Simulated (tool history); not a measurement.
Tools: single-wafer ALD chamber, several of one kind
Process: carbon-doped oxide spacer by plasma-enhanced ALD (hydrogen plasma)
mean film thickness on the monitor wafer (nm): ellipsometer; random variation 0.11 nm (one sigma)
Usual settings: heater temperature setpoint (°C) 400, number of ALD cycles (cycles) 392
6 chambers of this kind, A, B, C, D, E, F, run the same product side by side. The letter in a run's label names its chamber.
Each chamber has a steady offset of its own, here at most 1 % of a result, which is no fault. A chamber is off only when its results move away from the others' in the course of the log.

run,day,heater temperature setpoint (°C),number of ALD cycles (cycles),hours since the last thermocouple change,"read-back reference wafer on the same gauge, thickness_nm",mean film thickness on the monitor wafer (nm)
1A,0.246,400,392,344.1,21.295,19.586
2C,0.371,400,392,2487.8,21.291,19.295
3B,0.579,400,392,611.5,21.295,19.412
4D,0.796,400,392,75.6,21.276,19.363
5E,1.042,400,392,268.8,21.296,19.509
6F,1.2,400,392,1669.6,21.308,19.41
7A,1.379,400,392,371.3,21.292,19.618
8E,1.558,400,392,281.2,21.299,19.535
9C,1.771,406,426,2521.4,21.312,20.622
10D,1.983,406,426,104.1,21.296,20.839
11F,2.104,406,426,1691.3,21.304,20.858
12B,2.271,406,426,652.1,21.31,20.856
13F,2.55,406,426,1702,21.29,20.997
14A,2.779,406,426,404.9,21.327,20.932
15E,2.958,400,392,314.8,21.3,19.599
16D,3.183,400,392,132.9,21.292,19.373
17C,3.408,400,392,2560.7,21.286,19.398
18B,3.688,400,392,686.1,21.311,19.347
19F,3.962,400,392,1735.9,21.307,19.637
20B,4.162,392,363,697.5,21.304,18.063
21D,4.358,392,363,161.1,21.293,17.958
22A,4.546,392,363,447.3,21.262,17.963
23C,4.708,392,363,2591.9,21.29,17.959
24E,4.888,392,363,361.1,21.262,18.163
25E,5.133,392,363,367,21.307,18.041
26A,5.379,400,392,467.3,21.269,19.606
27B,5.5,386,392,729.6,21.28,19.51
28D,5.733,386,392,194.1,21.274,19.497
29C,5.979,386,392,2622.4,21.32,19.36
30F,6.138,386,392,1788.1,21.268,19.586
31B,6.346,386,392,749.9,21.344,19.416
32E,6.471,386,392,399.1,21.301,19.542
33F,6.704,400,392,1801.7,21.255,19.7
34A,6.833,400,392,502.2,21.335,19.366
35C,6.975,400,392,2646.3,21.318,19.318
36D,7.212,400,392,229.6,21.306,19.621
37C,7.471,400,392,2658.2,21.273,19.371
38D,7.671,400,392,240.6,21.305,19.444
39B,7.9,400,392,787.2,21.28,19.486
40E,8.15,400,392,439.4,21.314,19.704
41F,8.371,386,392,1841.7,21.307,19.642
42A,8.542,386,392,543.2,21.292,19.66
43B,8.675,386,392,805.8,21.292,19.493
44F,8.825,386,392,1852.6,21.306,19.633

All 6 chambers run these settings next. Forecast each chamber's results:
45A,9.025,400,392,,,?
45B,9.025,400,392,,,?
45C,9.025,400,392,,,?
45D,9.025,400,392,,,?
45E,9.025,400,392,,,?
45F,9.025,400,392,,,?

run,mean film thickness on the monitor wafer (nm)
45A,19.499
45B,19.389
45C,19.335
45D,19.448
45E,19.659
45F,19.635
